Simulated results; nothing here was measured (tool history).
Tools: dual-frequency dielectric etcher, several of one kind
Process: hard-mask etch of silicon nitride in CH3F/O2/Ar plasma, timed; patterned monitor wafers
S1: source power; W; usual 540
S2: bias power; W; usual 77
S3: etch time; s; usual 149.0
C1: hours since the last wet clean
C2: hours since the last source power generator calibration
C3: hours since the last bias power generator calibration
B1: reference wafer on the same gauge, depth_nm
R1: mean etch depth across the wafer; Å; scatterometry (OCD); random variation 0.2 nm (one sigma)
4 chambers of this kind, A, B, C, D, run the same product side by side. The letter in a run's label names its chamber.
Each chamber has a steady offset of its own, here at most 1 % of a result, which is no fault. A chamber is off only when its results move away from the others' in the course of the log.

| run | hour | S1 | S2 | S3 | C1 | C2 | C3 | B1 | R1 |
|---|---|---|---|---|---|---|---|---|---|
| 1C | 6.5 | 540 | 77 | 149.0 | 183.2 | 2907.7 | 2916.5 | 136.01 | 1194.0 |
|  | 8.8 | chamber B: wet clean of the chamber |
| 2A | 12.8 | 540 | 77 | 149.0 | 290.8 | 1145.9 | 865.3 | 135.94 | 1206.2 |
|  | 16.4 | chamber C: source power generator calibrated |
| 3B | 24.7 | 540 | 77 | 149.0 | 15.9 | 1154.8 | 1388.3 | 136.06 | 1202.2 |
| 4D | 32.3 | 540 | 77 | 149.0 | 552.5 | 3361.3 | 3177.5 | 136.10 | 1203.6 |
| 5A | 45.7 | 540 | 77 | 149.0 | 323.7 | 1178.8 | 898.2 | 136.07 | 1204.2 |
|  | 57.0 | chamber D: wet clean of the chamber |
| 6B | 58.0 | 540 | 77 | 149.0 | 49.2 | 1188.1 | 1421.6 | 136.07 | 1203.0 |
| 7D | 70.5 | 540 | 77 | 149.0 | 13.5 | 3399.5 | 3215.7 | 136.16 | 1200.9 |
| 8C | 78.2 | 610 | 64 | 149.0 | 254.9 | 61.9 | 2988.2 | 136.21 | 1175.4 |
| 9C | 90.4 | 610 | 64 | 149.0 | 267.1 | 74.1 | 3000.4 | 136.25 | 1178.2 |
| 10B | 99.2 | 610 | 64 | 149.0 | 90.4 | 1229.3 | 1462.8 | 136.22 | 1184.3 |
| 11A | 109.8 | 610 | 64 | 149.0 | 387.8 | 1242.9 | 962.3 | 136.31 | 1189.2 |
| 12D | 117.7 | 540 | 77 | 149.0 | 60.7 | 3446.7 | 3262.9 | 136.29 | 1201.2 |
| 13C | 126.2 | 540 | 77 | 149.0 | 302.9 | 109.9 | 3036.2 | 136.35 | 1196.1 |
| 14D | 135.3 | 540 | 77 | 164.5 | 78.3 | 3464.3 | 3280.5 | 136.40 | 1326.2 |
| 15B | 147.1 | 540 | 77 | 164.5 | 138.3 | 1277.2 | 1510.7 | 136.34 | 1332.6 |
| 16A | 154.1 | 540 | 77 | 164.5 | 432.1 | 1287.2 | 1006.6 | 136.33 | 1333.4 |
| 17C | 167.2 | 540 | 77 | 164.5 | 343.9 | 150.9 | 3077.2 | 136.32 | 1322.6 |
| 18B | 178.2 | 540 | 77 | 149.0 | 169.4 | 1308.3 | 1541.8 | 136.37 | 1205.6 |
|  | 181.3 | chamber C: bias power generator calibrated |
| 19A | 189.8 | 540 | 77 | 149.0 | 467.8 | 1322.9 | 1042.3 | 136.46 | 1209.3 |
| 20D | 201.6 | 540 | 77 | 149.0 | 144.6 | 3530.6 | 3346.8 | 136.47 | 1204.7 |
| 21A | 210.8 | 540 | 77 | 149.0 | 488.8 | 1343.9 | 1063.3 | 136.51 | 1209.7 |
| 22B | 219.6 | 540 | 77 | 149.0 | 210.8 | 1349.7 | 1583.2 | 136.44 | 1202.8 |
| 23D | 229.6 | 540 | 84 | 175.5 | 172.6 | 3558.6 | 3374.8 | 136.57 | 1463.2 |
| 24C | 238.9 | 540 | 84 | 175.5 | 415.6 | 222.6 | 57.6 | 136.62 | 1454.7 |
| 25B | 246.2 | 540 | 84 | 175.5 | 237.4 | 1376.3 | 1609.8 | 136.59 | 1470.1 |
| 26D | 256.2 | 540 | 84 | 175.5 | 199.2 | 3585.2 | 3401.4 | 136.61 | 1461.3 |
| 27C | 267.6 | 540 | 77 | 149.0 | 444.3 | 251.3 | 86.3 | 136.62 | 1198.7 |
| 28A | 280.0 | 640 | 70 | 149.0 | 558.0 | 1413.1 | 1132.5 | 136.69 | 1252.5 |
| 29A | 290.0 | 640 | 70 | 149.0 | 568.0 | 1423.1 | 1142.5 | 136.73 | 1253.4 |
| 30D | 297.2 | 640 | 70 | 149.0 | 240.2 | 3626.2 | 3442.4 | 136.79 | 1246.0 |
| 31C | 303.5 | 640 | 70 | 149.0 | 480.2 | 287.2 | 122.2 | 136.69 | 1242.7 |
|  | 308.2 | chamber C: wet clean of the chamber |
| 32B | 313.2 | 540 | 77 | 149.0 | 304.4 | 1443.3 | 1676.8 | 136.80 | 1209.5 |
| 33D | 322.5 | 540 | 77 | 149.0 | 265.5 | 3651.5 | 3467.7 | 136.78 | 1208.6 |
|  | 324.9 | chamber D: source power generator calibrated |
| 34B | 332.3 | 540 | 77 | 149.0 | 323.5 | 1462.4 | 1695.9 | 136.77 | 1206.4 |
| 35A | 341.0 | 540 | 77 | 169.5 | 619.0 | 1474.1 | 1193.5 | 136.87 | 1381.1 |
| 36C | 346.9 | 540 | 77 | 169.5 | 38.7 | 330.6 | 165.6 | 136.85 | 1369.9 |
| 37B | 360.1 | 540 | 77 | 169.5 | 351.3 | 1490.2 | 1723.7 | 136.90 | 1373.9 |
| 38D | 370.1 | 540 | 77 | 169.5 | 313.1 | 45.2 | 3515.3 | 136.81 | 1377.1 |
| 39C | 378.9 | 540 | 77 | 149.0 | 70.7 | 362.6 | 197.6 | 136.95 | 1202.3 |

Next, every chamber runs the same settings. What will each give?
| 40A | 388.4 | 660 | 77 | 149.0 |  |  |  |  | ? |
| 40B | 388.4 | 660 | 77 | 149.0 |  |  |  |  | ? |
| 40C | 388.4 | 660 | 77 | 149.0 |  |  |  |  | ? |
| 40D | 388.4 | 660 | 77 | 149.0 |  |  |  |  | ? |

| run | R1 |
|---|---|
| 40A | 1304.7 |
| 40B | 1306.8 |
| 40C | 1296.9 |
| 40D | 1301.1 |
